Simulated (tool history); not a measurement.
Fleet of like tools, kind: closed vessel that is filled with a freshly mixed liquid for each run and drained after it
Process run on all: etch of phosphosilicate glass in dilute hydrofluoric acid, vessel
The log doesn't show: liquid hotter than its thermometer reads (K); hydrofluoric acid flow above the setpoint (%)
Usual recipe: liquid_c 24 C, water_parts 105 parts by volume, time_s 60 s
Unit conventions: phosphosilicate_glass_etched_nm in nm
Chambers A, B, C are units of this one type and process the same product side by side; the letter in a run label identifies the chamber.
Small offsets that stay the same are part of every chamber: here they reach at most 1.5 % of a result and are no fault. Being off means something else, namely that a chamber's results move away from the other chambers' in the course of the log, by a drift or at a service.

run	hour	liquid_c	water_parts	time_s	hours since the thermometer was replaced	hours since the hydrofluoric acid flow meter was replaced	read-back film thickness of the phosphosilicate glass reference wafer, read on the same gauge (nm)	phosphosilicate_glass_etched_nm
1A	4.2	24	105	60	913.5	95.9	60.000	42.223
2B	6.5	24	105	60	952.7	1223.5	59.986	41.738
3C	10.6	24	105	60	649.7	24.0	59.967	42.747
4A	14.2	24	105	60	923.5	105.9	59.991	41.990
5B	18.5	24	105	60	964.7	1235.5	59.970	41.958
6C	22.4	24	55	60	661.5	35.8	59.986	87.508
7B	24.5	24	55	60	970.7	1241.5	60.003	84.483
8A	26.5	24	55	60	935.8	118.2	59.989	84.861
9C	30.4	24	105	60	669.5	43.8	59.972	43.315
10B	33.9	24	105	60	980.1	1250.9	60.011	41.872
11A	35.8	24	105	60	945.1	127.5	59.972	42.095
12C	38.6	24	105	60	677.7	52.0	59.987	43.977
13C	42.4	24	105	60	681.5	55.8	60.001	44.334
14B	45.2	24	105	60	991.4	1262.2	60.023	42.209
15A	49.4	24	105	60	958.7	141.1	59.937	42.074
16A	53.3	24	105	60	962.6	145.0	60.015	41.904
17C	55.2	24	105	60	694.3	68.6	60.046	44.084
18B	57.9	24	105	60	1004.1	1274.9	60.012	41.898
19C	61.1	24	105	60	700.2	74.5	59.981	44.784
20B	64.2	22	105	35	1010.4	1281.2	59.936	22.492
21A	66.3	22	105	35	975.6	158.0	60.058	22.527
22C	69.1	22	105	35	708.2	82.5	59.926	24.081
23A	72.0	24	105	60	981.3	163.7	59.955	41.758
24B	76.2	24	105	60	1022.4	1293.2	60.002	41.903
25C	80.3	24	105	60	719.4	93.7	59.971	45.357
26A	82.2	24	105	35	991.5	173.9	60.003	24.147
27B	85.9	24	105	35	1032.1	1302.9	59.974	24.631
28A	88.2	24	105	35	997.5	179.9	59.963	24.613
29B	92.5	24	105	60	1038.7	1309.5	59.977	42.171
30C	95.4	24	105	60	734.5	108.8	59.999	45.897

Next, all 3 chambers run the settings below, one line each with question marks for the results. What does each chamber give?
31A	98.5	24	105	30				?
31B	98.5	24	105	30				?
31C	98.5	24	105	30				?

run	phosphosilicate_glass_etched_nm
31A	21.020
31B	21.092
31C	22.717

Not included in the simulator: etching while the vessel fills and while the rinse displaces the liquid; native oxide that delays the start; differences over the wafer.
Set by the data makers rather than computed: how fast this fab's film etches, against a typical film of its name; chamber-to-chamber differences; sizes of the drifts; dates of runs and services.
